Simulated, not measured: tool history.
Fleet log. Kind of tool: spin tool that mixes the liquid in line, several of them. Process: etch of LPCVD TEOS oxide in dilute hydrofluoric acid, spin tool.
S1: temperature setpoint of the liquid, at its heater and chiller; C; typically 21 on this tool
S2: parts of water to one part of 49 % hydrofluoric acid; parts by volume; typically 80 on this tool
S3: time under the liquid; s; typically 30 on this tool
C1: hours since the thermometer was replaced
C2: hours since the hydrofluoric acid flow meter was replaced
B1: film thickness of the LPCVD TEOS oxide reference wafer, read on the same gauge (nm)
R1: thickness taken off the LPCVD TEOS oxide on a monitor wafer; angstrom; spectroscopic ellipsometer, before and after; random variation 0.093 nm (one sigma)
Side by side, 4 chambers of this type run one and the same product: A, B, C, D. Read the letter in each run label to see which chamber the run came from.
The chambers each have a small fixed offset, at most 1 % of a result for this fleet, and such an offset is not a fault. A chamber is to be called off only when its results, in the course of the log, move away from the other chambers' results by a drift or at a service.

Run 1B, hour 5.1: usual settings; C1 1116; C2 1668.7; B1 59.987. Result: R1 114.39 angstrom.
Run 2C, hour 10.7: usual settings; C1 743.7; C2 144.9; B1 60.002. Result: R1 114.91 angstrom.
Run 3D, hour 15.6: usual settings; C1 1421.7; C2 878.8; B1 60.017. Result: R1 113.98 angstrom.
Run 4A, hour 20.2: usual settings; C1 206.6; C2 44; B1 60.009. Result: R1 113.62 angstrom.
Run 5C, hour 28.6: usual settings; C1 761.6; C2 162.8; B1 59.992. Result: R1 114.12 angstrom.
Run 6A, hour 36: usual settings; C1 222.4; C2 59.8; B1 60. Result: R1 114.13 angstrom.
Run 7D, hour 40.9: usual settings but S1 19.5 C; C1 1447; C2 904.1; B1 59.992. Result: R1 106.71 angstrom.
Run 8B, hour 48.3: usual settings but S1 19.5 C; C1 1159.2; C2 1711.9; B1 59.987. Result: R1 107.38 angstrom.
Run 9D, hour 54: usual settings but S1 19.5 C; C1 1460.1; C2 917.2; B1 59.996. Result: R1 106.82 angstrom.
Run 10B, hour 58.5: usual settings but S1 19.5 C; C1 1169.4; C2 1722.1; B1 60. Result: R1 107.07 angstrom.
Run 11C, hour 66.5: usual settings; C1 799.5; C2 200.7; B1 60.019. Result: R1 114.75 angstrom.
Run 12A, hour 71.7: usual settings; C1 258.1; C2 95.5; B1 60.006. Result: R1 114.98 angstrom.
Run 13A, hour 76.6: usual settings; C1 263; C2 100.4; B1 60.013. Result: R1 113.28 angstrom.
Run 14D, hour 83.3: usual settings; C1 1489.4; C2 946.5; B1 60.02. Result: R1 113.31 angstrom.
Run 15C, hour 90.8: usual settings; C1 823.8; C2 225; B1 60.005. Result: R1 117.43 angstrom.
Run 16B, hour 95.8: usual settings; C1 1206.7; C2 1759.4; B1 59.996. Result: R1 113.19 angstrom.
Run 17B, hour 104.1: usual settings but S3 45 s; C1 1215; C2 1767.7; B1 59.992. Result: R1 172.66 angstrom.
Run 18D, hour 112.1: usual settings but S3 45 s; C1 1518.2; C2 975.3; B1 60.006. Result: R1 170.01 angstrom.
Run 19C, hour 116.5: usual settings but S3 45 s; C1 849.5; C2 250.7; B1 59.995. Result: R1 174.12 angstrom.
Run 20A, hour 123.8: usual settings but S3 45 s; C1 310.2; C2 147.6; B1 59.996. Result: R1 168.97 angstrom.
Run 21D, hour 132.3: usual settings; C1 1538.4; C2 995.5; B1 59.994. Result: R1 113.91 angstrom.
Run 22A, hour 137.9: usual settings; C1 324.3; C2 161.7; B1 59.987. Result: R1 115.47 angstrom.
Run 23C, hour 143.4: usual settings; C1 876.4; C2 277.6; B1 60.009. Result: R1 114.15 angstrom.
Run 24B, hour 150.1: usual settings; C1 1261; C2 1813.7; B1 59.999. Result: R1 115.34 angstrom.
Run 25D, hour 158.8: usual settings but S1 17 C, S2 45 parts by volume; C1 1564.9; C2 1022; B1 59.983. Result: R1 177.22 angstrom.
Run 26B, hour 166.4: usual settings but S1 17 C, S2 45 parts by volume; C1 1277.3; C2 1830; B1 60.01. Result: R1 178.84 angstrom.
Run 27A, hour 171: usual settings but S1 17 C, S2 45 parts by volume; C1 357.4; C2 194.8; B1 59.999. Result: R1 178.81 angstrom.
Run 28C, hour 177.6: usual settings but S1 17 C, S2 45 parts by volume; C1 910.6; C2 311.8; B1 59.977. Result: R1 180.22 angstrom.
Run 29C, hour 184.7: usual settings but S2 65 parts by volume, S3 35 s; C1 917.7; C2 318.9; B1 60.004. Result: R1 167.46 angstrom.
At hour 186.4: chamber D: thermometer replaced.
Run 30D, hour 190.7: usual settings but S2 65 parts by volume, S3 35 s; C1 4.4; C2 1053.9; B1 59.997. Result: R1 169.45 angstrom.
Run 31A, hour 196.1: usual settings but S2 65 parts by volume, S3 35 s; C1 382.5; C2 219.9; B1 60. Result: R1 168.29 angstrom.
Run 32B, hour 204.8: usual settings but S2 65 parts by volume, S3 35 s; C1 1315.7; C2 1868.4; B1 59.99. Result: R1 167.71 angstrom.
Run 33A, hour 213.6: usual settings; C1 400; C2 237.4; B1 60.019. Result: R1 115.5 angstrom.
Run 34C, hour 222.4: usual settings; C1 955.4; C2 356.6; B1 60.004. Result: R1 114.94 angstrom.
Run 35D, hour 228.2: usual settings; C1 41.9; C2 1091.4; B1 60.022. Result: R1 113.06 angstrom.
Run 36B, hour 233.8: usual settings; C1 1344.7; C2 1897.4; B1 59.998. Result: R1 114.95 angstrom.
Run 37B, hour 240.2: usual settings but S3 15 s; C1 1351.1; C2 1903.8; B1 59.979. Result: R1 57.082 angstrom.
Run 38C, hour 247.2: usual settings but S3 15 s; C1 980.2; C2 381.4; B1 60.004. Result: R1 57.582 angstrom.

All 4 chambers run these settings next. Forecast each chamber's results:
Run 39A, hour 253.8: usual settings but S2 45 parts by volume. Result: R1 ?.
Run 39B, hour 253.8: usual settings but S2 45 parts by volume. Result: R1 ?.
Run 39C, hour 253.8: usual settings but S2 45 parts by volume. Result: R1 ?.
Run 39D, hour 253.8: usual settings but S2 45 parts by volume. Result: R1 ?.

run      R1
39A  215.19
39B  212.13
39C  215.32
39D  207.84
